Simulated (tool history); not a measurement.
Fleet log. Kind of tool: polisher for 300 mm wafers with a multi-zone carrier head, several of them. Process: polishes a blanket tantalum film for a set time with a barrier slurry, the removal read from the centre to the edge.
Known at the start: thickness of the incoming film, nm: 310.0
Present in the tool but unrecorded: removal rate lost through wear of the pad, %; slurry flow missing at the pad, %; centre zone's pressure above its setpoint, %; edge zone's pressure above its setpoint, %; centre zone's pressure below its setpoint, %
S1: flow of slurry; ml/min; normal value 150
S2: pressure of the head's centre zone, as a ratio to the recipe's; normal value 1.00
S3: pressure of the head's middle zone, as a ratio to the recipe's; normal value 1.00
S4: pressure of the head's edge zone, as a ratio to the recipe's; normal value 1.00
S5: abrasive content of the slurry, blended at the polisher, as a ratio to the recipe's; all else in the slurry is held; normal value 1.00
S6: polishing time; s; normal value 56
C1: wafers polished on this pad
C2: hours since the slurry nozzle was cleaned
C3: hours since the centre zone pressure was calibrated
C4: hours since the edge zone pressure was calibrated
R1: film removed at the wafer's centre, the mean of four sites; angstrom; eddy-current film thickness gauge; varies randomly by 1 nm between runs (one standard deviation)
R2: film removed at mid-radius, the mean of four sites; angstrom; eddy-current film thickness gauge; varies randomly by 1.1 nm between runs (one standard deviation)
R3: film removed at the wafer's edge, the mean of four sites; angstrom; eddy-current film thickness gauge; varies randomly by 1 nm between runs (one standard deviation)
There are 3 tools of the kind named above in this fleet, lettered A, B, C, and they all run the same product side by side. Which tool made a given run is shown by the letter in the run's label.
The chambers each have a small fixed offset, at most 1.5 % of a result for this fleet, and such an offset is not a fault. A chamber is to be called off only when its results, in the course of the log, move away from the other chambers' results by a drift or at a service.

{"run": "1A", "day": 0.162, "S1": 150, "S2": 1.0, "S3": 1.0, "S4": 1.0, "S5": 1.0, "S6": 56, "C1": 329, "C2": 250.4, "C3": 366.9, "C4": 429.0, "R1": 1033.8, "R2": 1000.5, "R3": 1051.5}
{"run": "2C", "day": 0.367, "S1": 150, "S2": 1.0, "S3": 1.0, "S4": 1.0, "S5": 1.0, "S6": 56, "C1": 333, "C2": 212.3, "C3": 568.9, "C4": 136.1, "R1": 1003.1, "R2": 1032.4, "R3": 1027.9}
{"day": 0.538, "done": "chamber B: worn pad replaced by a new one"}
{"run": "3B", "day": 0.596, "S1": 150, "S2": 1.0, "S3": 1.0, "S4": 1.0, "S5": 1.0, "S6": 56, "C1": 16, "C2": 205.9, "C3": 1297.9, "C4": 1157.1, "R1": 1014.9, "R2": 1023.0, "R3": 1036.9}
{"run": "4A", "day": 0.733, "S1": 150, "S2": 1.0, "S3": 1.0, "S4": 1.0, "S5": 1.0, "S6": 56, "C1": 484, "C2": 264.1, "C3": 380.6, "C4": 442.7, "R1": 1039.2, "R2": 1004.3, "R3": 1035.2}
{"day": 0.921, "done": "chamber A: centre zone pressure recalibrated"}
{"run": "5B", "day": 1.004, "S1": 150, "S2": 1.0, "S3": 1.0, "S4": 1.0, "S5": 1.0, "S6": 56, "C1": 127, "C2": 215.7, "C3": 1307.7, "C4": 1166.9, "R1": 1007.9, "R2": 1038.9, "R3": 1034.7}
{"run": "6C", "day": 1.142, "S1": 150, "S2": 1.04, "S3": 1.0, "S4": 1.0, "S5": 0.9, "S6": 56, "C1": 544, "C2": 230.9, "C3": 587.5, "C4": 154.7, "R1": 1026.3, "R2": 972.95, "R3": 991.38}
{"run": "7B", "day": 1.312, "S1": 150, "S2": 1.04, "S3": 1.0, "S4": 1.0, "S5": 0.9, "S6": 56, "C1": 211, "C2": 223.1, "C3": 1315.1, "C4": 1174.3, "R1": 1038.1, "R2": 1013.0, "R3": 1016.6}
{"run": "8A", "day": 1.496, "S1": 150, "S2": 1.04, "S3": 1.0, "S4": 1.0, "S5": 0.9, "S6": 56, "C1": 692, "C2": 282.4, "C3": 13.8, "C4": 461.0, "R1": 1021.6, "R2": 997.55, "R3": 1004.2}
{"day": 1.617, "done": "chamber A: worn pad replaced by a new one"}
{"run": "9C", "day": 1.75, "S1": 150, "S2": 1.0, "S3": 1.0, "S4": 1.0, "S5": 1.0, "S6": 56, "C1": 710, "C2": 245.5, "C3": 602.1, "C4": 169.3, "R1": 1026.2, "R2": 1012.1, "R3": 1029.5}
{"run": "10B", "day": 2.017, "S1": 150, "S2": 1.0, "S3": 1.0, "S4": 1.0, "S5": 0.75, "S6": 56, "C1": 403, "C2": 240.0, "C3": 1332.0, "C4": 1191.2, "R1": 930.49, "R2": 952.12, "R3": 945.68}
{"run": "11C", "day": 2.258, "S1": 150, "S2": 1.0, "S3": 1.0, "S4": 1.0, "S5": 0.75, "S6": 56, "C1": 848, "C2": 257.7, "C3": 614.3, "C4": 181.5, "R1": 930.51, "R2": 932.96, "R3": 938.17}
{"run": "12A", "day": 2.454, "S1": 150, "S2": 1.0, "S3": 1.0, "S4": 1.0, "S5": 0.75, "S6": 56, "C1": 228, "C2": 305.4, "C3": 36.8, "C4": 484.0, "R1": 952.58, "R2": 931.66, "R3": 959.3}
{"day": 2.629, "done": "chamber B: worn pad replaced by a new one"}
{"run": "13A", "day": 2.642, "S1": 150, "S2": 1.0, "S3": 1.0, "S4": 1.0, "S5": 1.0, "S6": 56, "C1": 279, "C2": 309.9, "C3": 41.3, "C4": 488.5, "R1": 1035.5, "R2": 1018.7, "R3": 1047.4}
{"day": 2.767, "done": "chamber C: worn pad replaced by a new one"}
{"run": "14C", "day": 2.888, "S1": 150, "S2": 1.0, "S3": 1.0, "S4": 1.0, "S5": 1.0, "S6": 56, "C1": 33, "C2": 272.8, "C3": 629.4, "C4": 196.6, "R1": 971.72, "R2": 1015.1, "R3": 1014.3}
{"run": "15B", "day": 3.042, "S1": 150, "S2": 1.0, "S3": 1.0, "S4": 1.0, "S5": 1.0, "S6": 56, "C1": 113, "C2": 264.6, "C3": 1356.6, "C4": 1215.8, "R1": 1018.9, "R2": 1023.4, "R3": 1029.2}
{"run": "16A", "day": 3.196, "S1": 150, "S2": 1.0, "S3": 0.88, "S4": 1.09, "S5": 1.0, "S6": 56, "C1": 430, "C2": 323.2, "C3": 54.6, "C4": 501.8, "R1": 1047.2, "R2": 897.77, "R3": 1103.0}
{"run": "17B", "day": 3.379, "S1": 150, "S2": 1.0, "S3": 0.88, "S4": 1.09, "S5": 1.0, "S6": 56, "C1": 205, "C2": 272.7, "C3": 1364.7, "C4": 1223.9, "R1": 1011.4, "R2": 918.62, "R3": 1085.1}
{"run": "18C", "day": 3.525, "S1": 150, "S2": 1.0, "S3": 0.88, "S4": 1.09, "S5": 1.0, "S6": 56, "C1": 207, "C2": 288.1, "C3": 644.7, "C4": 211.9, "R1": 954.33, "R2": 898.97, "R3": 1090.4}
{"run": "19A", "day": 3.771, "S1": 150, "S2": 1.0, "S3": 1.0, "S4": 1.0, "S5": 1.0, "S6": 56, "C1": 587, "C2": 337.0, "C3": 68.4, "C4": 515.6, "R1": 1022.6, "R2": 1026.3, "R3": 1035.1}
{"run": "20C", "day": 3.917, "S1": 150, "S2": 1.0, "S3": 1.0, "S4": 1.0, "S5": 1.0, "S6": 56, "C1": 313, "C2": 297.5, "C3": 654.1, "C4": 221.3, "R1": 951.23, "R2": 1000.6, "R3": 1031.1}
{"run": "21B", "day": 4.096, "S1": 150, "S2": 1.0, "S3": 1.0, "S4": 1.0, "S5": 1.0, "S6": 71, "C1": 400, "C2": 289.9, "C3": 1381.9, "C4": 1241.1, "R1": 1297.7, "R2": 1321.0, "R3": 1306.3}
{"run": "22A", "day": 4.304, "S1": 150, "S2": 1.0, "S3": 1.0, "S4": 1.0, "S5": 1.0, "S6": 71, "C1": 732, "C2": 349.8, "C3": 81.2, "C4": 528.4, "R1": 1307.6, "R2": 1280.2, "R3": 1339.0}
{"run": "23B", "day": 4.433, "S1": 150, "S2": 1.0, "S3": 1.0, "S4": 1.0, "S5": 1.0, "S6": 71, "C1": 492, "C2": 298.0, "C3": 1390.0, "C4": 1249.2, "R1": 1286.6, "R2": 1304.4, "R3": 1294.1}
{"run": "24C", "day": 4.662, "S1": 150, "S2": 1.0, "S3": 1.0, "S4": 1.0, "S5": 1.0, "S6": 56, "C1": 517, "C2": 315.4, "C3": 672.0, "C4": 239.2, "R1": 913.02, "R2": 1016.8, "R3": 1045.1}

One chamber off, gauge drift, or nothing amiss beyond the chambers' own small offsets? If it is a chamber, which one, and what is the likeliest cause?

One chamber, C, drifts off from the rest bit by bit.
Cause: centre zone's pressure below its setpoint, % = 8.46.

Which of the 4 candidates below, each the usual settings with something changed and its results left as question marks, puts chamber C back in line with what the other chambers give on the usual settings?
Counts as in line when no further than this from what the other chambers average on the usual settings: R1 36.00 angstrom; R2 39.00 angstrom; R3 36.00 angstrom
{"run": "25C-1", "day": 4.867, "S1": 145, "S2": 0.93, "S3": 1.02, "S4": 1.02, "S5": 1.0, "S6": 55, "R1": "?", "R2": "?", "R3": "?"}
{"run": "25C-2", "day": 4.867, "S1": 150, "S2": 1.03, "S3": 0.99, "S4": 0.99, "S5": 1.0, "S6": 56, "R1": "?", "R2": "?", "R3": "?"}
{"run": "25C-3", "day": 4.867, "S1": 155, "S2": 1.07, "S3": 0.98, "S4": 0.98, "S5": 1.0, "S6": 57, "R1": "?", "R2": "?", "R3": "?"}
{"run": "25C-4", "day": 4.867, "S1": 150, "S2": 0.97, "S3": 1.01, "S4": 1.01, "S5": 1.0, "S6": 56, "R1": "?", "R2": "?", "R3": "?"}

The mean the other chambers reach with the usual settings: R1 1023.00 angstrom; R2 1019.70 angstrom; R3 1032.90 angstrom
run=25C-1 R1=829.42 R2=1010.50 R3=1008.90
run=25C-2 R1=952.24 R2=1006.80 R3=1016.30
run=25C-3 R1=1017.60 R2=1021.20 R3=1033.70
run=25C-4 R1=891.40 R2=1026.00 R3=1026.80
With 25C-3, the chamber falls back in line with the rest.
